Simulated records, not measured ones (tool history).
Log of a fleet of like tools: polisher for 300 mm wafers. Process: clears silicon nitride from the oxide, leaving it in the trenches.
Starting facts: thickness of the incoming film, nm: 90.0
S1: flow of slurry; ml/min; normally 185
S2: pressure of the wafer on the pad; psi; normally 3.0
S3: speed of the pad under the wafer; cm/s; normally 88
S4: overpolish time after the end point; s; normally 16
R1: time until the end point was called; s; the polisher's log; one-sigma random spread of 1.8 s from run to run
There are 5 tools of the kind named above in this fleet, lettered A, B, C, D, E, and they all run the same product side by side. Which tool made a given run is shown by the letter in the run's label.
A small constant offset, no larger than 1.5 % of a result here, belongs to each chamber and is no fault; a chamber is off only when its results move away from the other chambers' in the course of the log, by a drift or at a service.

Run 1E, hour 7.4: usual settings. Result: R1 109.39 s.
At hour 15.7: chamber C: head pressure recalibrated.
At hour 16.3: chamber C: worn pad replaced by a new one.
Run 2D, hour 16.6: usual settings. Result: R1 106.55 s.
Run 3A, hour 25.5: usual settings. Result: R1 106.11 s.
Run 4B, hour 39.2: usual settings. Result: R1 109.07 s.
At hour 46.7: chamber B: worn pad replaced by a new one.
Run 5C, hour 52.5: usual settings. Result: R1 112.73 s.
At hour 56.4: chamber D: worn pad replaced by a new one.
At hour 61.4: chamber D: slurry nozzle cleaned.
Run 6E, hour 61.5: usual settings. Result: R1 105.71 s.
Run 7A, hour 75.7: usual settings. Result: R1 111.96 s.
Run 8B, hour 87.4: usual settings. Result: R1 106.82 s.
Run 9D, hour 95.5: usual settings. Result: R1 103.29 s.
Run 10C, hour 110.6: usual settings. Result: R1 106.95 s.
At hour 123.8: chamber D: head pressure recalibrated.
Run 11E, hour 124.2: usual settings. Result: R1 109.11 s.
At hour 130.3: chamber E: worn pad replaced by a new one.
At hour 130.5: chamber C: worn pad replaced by a new one.
Run 12C, hour 138.7: usual settings. Result: R1 107.99 s.
Run 13D, hour 147.7: usual settings. Result: R1 105.12 s.
At hour 149.8: chamber D: worn pad replaced by a new one.
Run 14A, hour 155.6: usual settings. Result: R1 110.15 s.
Run 15B, hour 168.7: usual settings. Result: R1 109.76 s.
At hour 176.3: chamber B: worn pad replaced by a new one.
Run 16C, hour 181.1: usual settings but S2 2.2 psi. Result: R1 148.46 s.
Run 17A, hour 194.1: usual settings but S2 2.2 psi. Result: R1 151.27 s.
At hour 199.3: chamber A: slurry nozzle cleaned.
Run 18B, hour 204.3: usual settings but S2 2.2 psi. Result: R1 147.48 s.
Run 19D, hour 219.3: usual settings but S2 2.2 psi. Result: R1 150.38 s.
At hour 224.2: chamber C: slurry nozzle cleaned.
At hour 224.8: chamber C: worn pad replaced by a new one.
Run 20E, hour 227.0: usual settings but S2 2.2 psi. Result: R1 147.80 s.
Run 21D, hour 239.2: usual settings. Result: R1 108.46 s.
At hour 242.0: chamber B: head pressure recalibrated.
At hour 246.7: chamber D: worn pad replaced by a new one.
Run 22A, hour 247.9: usual settings. Result: R1 114.03 s.
Run 23B, hour 262.2: usual settings. Result: R1 107.50 s.
At hour 264.4: chamber E: worn pad replaced by a new one.
Run 24E, hour 271.0: usual settings. Result: R1 109.69 s.
At hour 276.0: chamber D: slurry nozzle cleaned.
At hour 279.1: chamber E: head pressure recalibrated.
Run 25C, hour 282.5: usual settings. Result: R1 109.90 s.
Run 26B, hour 295.6: usual settings. Result: R1 110.02 s.
Run 27A, hour 307.1: usual settings. Result: R1 115.38 s.
Run 28C, hour 313.9: usual settings. Result: R1 106.25 s.
At hour 316.8: chamber B: worn pad replaced by a new one.
At hour 320.5: chamber C: worn pad replaced by a new one.
Run 29D, hour 321.6: usual settings. Result: R1 108.05 s.
Run 30E, hour 330.8: usual settings. Result: R1 106.22 s.
At hour 339.2: chamber E: slurry nozzle cleaned.
Run 31A, hour 342.9: usual settings. Result: R1 120.79 s.
At hour 355.4: chamber D: worn pad replaced by a new one.
Run 32D, hour 357.8: usual settings. Result: R1 109.50 s.
Run 33E, hour 369.4: usual settings. Result: R1 107.72 s.
Run 34B, hour 381.1: usual settings. Result: R1 106.59 s.
Run 35C, hour 391.4: usual settings. Result: R1 109.87 s.
Run 36D, hour 401.9: usual settings. Result: R1 106.43 s.
At hour 405.1: chamber E: worn pad replaced by a new one.
Run 37C, hour 411.0: usual settings. Result: R1 109.11 s.
Run 38E, hour 419.0: usual settings. Result: R1 106.08 s.
Run 39A, hour 427.5: usual settings. Result: R1 117.77 s.

Is one chamber out of step, is the gauge drifting, or do the chambers differ by no more than their own small offsets? For an off chamber, give its letter and the likeliest cause.

One chamber, A, drifts off from the rest bit by bit.
What lies behind it: removal rate lost through wear of the pad, % = 9.64.
The log may not tell that from: head's pressure below its setpoint, %.

Here are 4 candidates for chamber A's next run, each the usual settings with a change, their results left as question marks. Which one brings its results back in line with what the others give on the usual settings?
To be in line, a result may differ from the other chambers' mean on the usual settings by at most: R1 6.400 s
Run 40A-1, hour 438.4: usual settings but S1 190 ml/min, S2 3.3 psi, S3 98 cm/s. Result: R1 ?.
Run 40A-2, hour 438.4: usual settings but S2 3.1 psi, S3 92 cm/s. Result: R1 ?.
Run 40A-3, hour 438.4: usual settings but S3 72 cm/s. Result: R1 ?.
Run 40A-4, hour 438.4: usual settings but S2 2.7 psi. Result: R1 ?.

Average result of the remaining chambers running the usual settings: R1 108.140 s
  run       R1
40A-1   96.659
40A-2  110.050
40A-3  145.600
40A-4  132.070
Change 40A-2 lands the chamber within the allowed miss of the other chambers.
